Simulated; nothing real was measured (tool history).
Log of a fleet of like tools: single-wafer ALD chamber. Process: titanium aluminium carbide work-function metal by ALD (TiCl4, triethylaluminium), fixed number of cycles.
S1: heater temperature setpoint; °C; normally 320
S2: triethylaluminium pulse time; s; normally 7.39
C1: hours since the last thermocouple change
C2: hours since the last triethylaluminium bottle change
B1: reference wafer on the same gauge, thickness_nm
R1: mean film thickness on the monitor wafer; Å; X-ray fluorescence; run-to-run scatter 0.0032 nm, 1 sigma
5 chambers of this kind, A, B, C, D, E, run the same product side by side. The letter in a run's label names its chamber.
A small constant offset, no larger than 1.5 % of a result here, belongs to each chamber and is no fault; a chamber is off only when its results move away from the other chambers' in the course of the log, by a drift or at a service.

{"run": "1C", "hour": 3.6, "S1": 320, "S2": 7.39, "C1": 583.0, "C2": 504.9, "B1": 1.7199, "R1": 20.796}
{"run": "2A", "hour": 5.7, "S1": 320, "S2": 7.39, "C1": 187.9, "C2": 62.3, "B1": 1.719, "R1": 20.461}
{"run": "3D", "hour": 9.7, "S1": 320, "S2": 7.39, "C1": 1406.3, "C2": 360.3, "B1": 1.7192, "R1": 20.589}
{"run": "4E", "hour": 13.3, "S1": 320, "S2": 7.39, "C1": 2013.4, "C2": 638.8, "B1": 1.7186, "R1": 20.619}
{"run": "5B", "hour": 16.8, "S1": 333, "S2": 5.7, "C1": 945.4, "C2": 660.5, "B1": 1.7185, "R1": 20.044}
{"run": "6D", "hour": 18.8, "S1": 333, "S2": 5.7, "C1": 1415.4, "C2": 369.4, "B1": 1.7184, "R1": 20.215}
{"run": "7C", "hour": 22.5, "S1": 333, "S2": 5.7, "C1": 601.9, "C2": 523.8, "B1": 1.7174, "R1": 20.313}
{"run": "8A", "hour": 26.6, "S1": 333, "S2": 5.7, "C1": 208.8, "C2": 83.2, "B1": 1.7173, "R1": 20.065}
{"run": "9B", "hour": 29.5, "S1": 333, "S2": 5.7, "C1": 958.1, "C2": 673.2, "B1": 1.7166, "R1": 20.007}
{"run": "10E", "hour": 32.8, "S1": 320, "S2": 7.39, "C1": 2032.9, "C2": 658.3, "B1": 1.7163, "R1": 20.6}
{"run": "11C", "hour": 37.0, "S1": 320, "S2": 7.39, "C1": 616.4, "C2": 538.3, "B1": 1.716, "R1": 20.707}
{"run": "12B", "hour": 40.2, "S1": 320, "S2": 5.67, "C1": 968.8, "C2": 683.9, "B1": 1.715, "R1": 19.01}
{"run": "13E", "hour": 43.4, "S1": 320, "S2": 5.67, "C1": 2043.5, "C2": 668.9, "B1": 1.7152, "R1": 19.318}
{"run": "14D", "hour": 47.8, "S1": 320, "S2": 5.67, "C1": 1444.4, "C2": 398.4, "B1": 1.7152, "R1": 19.206}
{"run": "15A", "hour": 51.5, "S1": 320, "S2": 5.67, "C1": 233.7, "C2": 108.1, "B1": 1.7144, "R1": 19.027}
{"run": "16A", "hour": 53.7, "S1": 320, "S2": 5.67, "C1": 235.9, "C2": 110.3, "B1": 1.7145, "R1": 18.953}
{"run": "17D", "hour": 56.6, "S1": 320, "S2": 7.39, "C1": 1453.2, "C2": 407.2, "B1": 1.7137, "R1": 20.575}
{"run": "18C", "hour": 60.2, "S1": 328, "S2": 8.47, "C1": 639.6, "C2": 561.5, "B1": 1.7128, "R1": 21.937}
{"run": "19E", "hour": 64.0, "S1": 328, "S2": 8.47, "C1": 2064.1, "C2": 689.5, "B1": 1.713, "R1": 21.784}
{"run": "20B", "hour": 66.3, "S1": 328, "S2": 8.47, "C1": 994.9, "C2": 710.0, "B1": 1.7121, "R1": 21.561}
{"run": "21A", "hour": 68.7, "S1": 328, "S2": 8.47, "C1": 250.9, "C2": 125.3, "B1": 1.7123, "R1": 21.534}
{"run": "22C", "hour": 72.4, "S1": 328, "S2": 8.47, "C1": 651.8, "C2": 573.7, "B1": 1.7124, "R1": 21.929}
{"run": "23E", "hour": 75.0, "S1": 311, "S2": 7.39, "C1": 2075.1, "C2": 700.5, "B1": 1.7123, "R1": 19.746}
{"run": "24B", "hour": 79.5, "S1": 311, "S2": 7.39, "C1": 1008.1, "C2": 723.2, "B1": 1.7112, "R1": 19.604}
{"run": "25D", "hour": 83.1, "S1": 311, "S2": 7.39, "C1": 1479.7, "C2": 433.7, "B1": 1.7112, "R1": 19.77}
{"run": "26B", "hour": 87.3, "S1": 311, "S2": 7.39, "C1": 1015.9, "C2": 731.0, "B1": 1.7109, "R1": 19.53}
{"run": "27D", "hour": 89.7, "S1": 311, "S2": 7.39, "C1": 1486.3, "C2": 440.3, "B1": 1.71, "R1": 19.778}
{"run": "28E", "hour": 93.8, "S1": 320, "S2": 7.39, "C1": 2093.9, "C2": 719.3, "B1": 1.7097, "R1": 20.476}
{"run": "29A", "hour": 96.0, "S1": 320, "S2": 7.39, "C1": 278.2, "C2": 152.6, "B1": 1.7099, "R1": 20.369}
{"run": "30C", "hour": 99.0, "S1": 320, "S2": 7.39, "C1": 678.4, "C2": 600.3, "B1": 1.7093, "R1": 20.582}

Read the log: is a single chamber off, either drifting away or since a service, is the gauge that measures every chamber drifting, or is nothing wrong beyond small per-chamber offsets? Name any odd chamber and what most likely caused it.

It is the gauge, not a chamber: its drift shows up in every chamber's results at once, and no chamber is off.
Likeliest cause: gauge reads low (%) = 0.646.

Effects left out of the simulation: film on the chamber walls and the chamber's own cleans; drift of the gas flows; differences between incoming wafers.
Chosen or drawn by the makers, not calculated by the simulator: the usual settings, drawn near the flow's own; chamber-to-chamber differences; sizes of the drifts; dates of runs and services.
